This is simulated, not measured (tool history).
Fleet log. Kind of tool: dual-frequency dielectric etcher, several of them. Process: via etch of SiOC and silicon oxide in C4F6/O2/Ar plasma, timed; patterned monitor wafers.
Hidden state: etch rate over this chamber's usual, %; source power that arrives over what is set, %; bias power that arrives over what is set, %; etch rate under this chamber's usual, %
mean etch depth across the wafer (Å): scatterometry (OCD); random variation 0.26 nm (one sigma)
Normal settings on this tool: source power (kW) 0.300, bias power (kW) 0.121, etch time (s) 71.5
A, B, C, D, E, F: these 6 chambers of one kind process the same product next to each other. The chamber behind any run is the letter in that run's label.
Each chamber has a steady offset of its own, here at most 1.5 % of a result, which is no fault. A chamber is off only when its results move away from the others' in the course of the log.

run     day  source power (kW)  bias power (kW)  etch time (s)  hours since the last wet clean  hours since the last source power generator calibration  hours since the last bias power generator calibration  read-back reference wafer on the same gauge, depth_nm  mean etch depth across the wafer (Å)
 1D   0.346              0.300            0.121           71.5                           370.5                                                   1833.6                                                  494.8                                                 70.770                                634.23
 2E   0.642              0.300            0.121           71.5                           295.1                                                   1958.4                                                 1544.6                                                 70.791                                642.95
 3F   0.896              0.300            0.121           71.5                           238.1                                                   1027.8                                                 2795.7                                                 70.783                                635.17
      1.121  -- chamber E: bias power generator calibrated
 4A   1.271              0.300            0.121           71.5                           112.5                                                    730.3                                                 3619.9                                                 70.785                                646.32
 5C   1.650              0.300            0.121           71.5                           100.8                                                   2378.1                                                  536.4                                                 70.805                                637.80
      1.742  -- chamber D: wet clean of the chamber
 6B   2.012              0.300            0.121           71.5                           564.6                                                    701.1                                                 1449.0                                                 70.815                                638.36
 7B   2.458              0.300            0.121           71.5                           575.3                                                    711.8                                                 1459.7                                                 70.814                                639.56
 8F   2.825              0.300            0.121           71.5                           284.4                                                   1074.1                                                 2842.0                                                 70.723                                632.23
 9E   3.267              0.300            0.121           71.5                           358.1                                                   2021.4                                                   51.6                                                 70.785                                647.10
10C   3.646              0.300            0.121           71.5                           148.7                                                   2426.0                                                  584.3                                                 70.811                                640.02
      3.792  -- chamber E: wet clean of the chamber
11A   4.088              0.300            0.121           71.5                           180.1                                                    797.9                                                 3687.5                                                 70.838                                646.66
12D   4.362              0.300            0.121           71.5                            63.0                                                   1930.0                                                  591.2                                                 70.710                                631.62
      4.754  -- chamber B: wet clean of the chamber
13A   4.779              0.300            0.121           71.5                           196.7                                                    814.5                                                 3704.1                                                 70.879                                650.54
14E   5.225              0.300            0.121           71.5                            34.4                                                   2068.4                                                   98.6                                                 70.850                                647.34
15D   5.488              0.300            0.121           71.5                            90.0                                                   1957.0                                                  618.2                                                 70.817                                634.06
16B   5.750              0.300            0.121           71.5                            24.0                                                    790.8                                                 1538.7                                                 70.801                                638.24
17F   6.233              0.300            0.121           71.5                           366.2                                                   1155.9                                                 2923.8                                                 70.801                                624.57
18C   6.571              0.300            0.121           71.5                           218.9                                                   2496.2                                                  654.5                                                 70.823                                640.13
19E   6.992              0.300            0.121           71.5                            76.8                                                   2110.8                                                  141.0                                                 70.864                                637.53
20C   7.204              0.300            0.121           71.5                           234.1                                                   2511.4                                                  669.7                                                 70.775                                637.41
21B   7.454              0.300            0.121           71.5                            64.9                                                    831.7                                                 1579.6                                                 70.784                                634.71
22D   7.817              0.300            0.121           71.5                           145.9                                                   2012.9                                                  674.1                                                 70.791                                635.77
23A   8.267              0.300            0.121           71.5                           280.4                                                    898.2                                                 3787.8                                                 70.785                                649.11
24F   8.525              0.300            0.121           71.5                           421.2                                                   1210.9                                                 2978.8                                                 70.798                                629.91
25E   8.875              0.300            0.121           71.5                           122.0                                                   2156.0                                                  186.2                                                 70.818                                642.83
26A   9.308              0.300            0.121           71.5                           305.4                                                    923.2                                                 3812.8                                                 70.721                                647.47
27B   9.567              0.300            0.121           71.5                           115.6                                                    882.4                                                 1630.3                                                 70.810                                638.79
      9.658  -- chamber A: bias power generator calibrated
28C  10.008              0.270            0.121           71.5                           301.4                                                   2578.7                                                  737.0                                                 70.763                                615.42
29D  10.483              0.270            0.121           71.5                           209.9                                                   2076.9                                                  738.1                                                 70.719                                608.38
30F  10.933              0.270            0.121           71.5                           479.0                                                   1268.7                                                 3036.6                                                 70.846                                594.23
31B  11.346              0.270            0.121           71.5                           158.3                                                    925.1                                                 1673.0                                                 70.814                                607.75
32D  11.712              0.270            0.121           71.5                           239.4                                                   2106.4                                                  767.6                                                 70.735                                609.50
33E  12.104              0.270            0.121           71.5                           199.5                                                   2233.5                                                  263.7                                                 70.735                                617.17
34A  12.358              0.300            0.121           71.5                           378.6                                                    996.4                                                   64.8                                                 70.811                                641.87
35C  12.729              0.300            0.121           71.5                           366.7                                                   2644.0                                                  802.3                                                 70.818                                637.99
36F  13.183              0.300            0.121           71.5                           533.0                                                   1322.7                                                 3090.6                                                 70.814                                619.50
37A  13.617              0.300            0.121           71.5                           408.8                                                   1026.6                                                   95.0                                                 70.844                                647.24
38B  14.012              0.300            0.121           71.5                           222.3                                                    989.1                                                 1737.0                                                 70.786                                640.17
39F  14.238              0.300            0.121           71.5                           558.3                                                   1348.0                                                 3115.9                                                 70.840                                616.38
40E  14.454              0.300            0.121           71.5                           255.9                                                   2289.9                                                  320.1                                                 70.766                                641.16
41C  14.921              0.300            0.121           71.5                           419.3                                                   2696.6                                                  854.9                                                 70.705                                638.78
42D  15.267              0.300            0.103           71.5                           324.7                                                   2191.7                                                  852.9                                                 70.770                                605.45
43A  15.700              0.300            0.103           71.5                           458.8                                                   1076.6                                                  145.0                                                 70.788                                613.89
44F  15.917              0.300            0.103           71.5                           598.6                                                   1388.3                                                 3156.2                                                 70.711                                585.51

Is one chamber out of step, is the gauge drifting, or do the chambers differ by no more than their own small offsets? For an off chamber, give its letter and the likeliest cause.

Chamber F drifts away from the others.
What lies behind it: etch rate under this chamber's usual, % = 2.8.

Here are 4 candidates for chamber F's next run, each the usual settings with a change, their results left as question marks. Which one brings its results back in line with what the others give on the usual settings?
Counts as in line when no further than this from what the other chambers average on the usual settings: mean etch depth across the wafer (Å) 9.10
45F-1  16.267              0.280            0.116           71.5                                                                                                                                                                                                                                            ?
45F-2  16.267              0.310            0.122           71.5                                                                                                                                                                                                                                            ?
45F-3  16.267              0.300            0.121           71.0                                                                                                                                                                                                                                            ?
45F-4  16.267              0.330            0.121           71.5                                                                                                                                                                                                                                            ?

Average result of the remaining chambers running the usual settings: mean etch depth across the wafer (Å) 639.07
  run  mean etch depth across the wafer (Å)
45F-1                                591.97
45F-2                                625.75
45F-3                                611.84
45F-4                                639.88
The answer is 45F-4, which returns the chamber to within the allowed miss of the others.
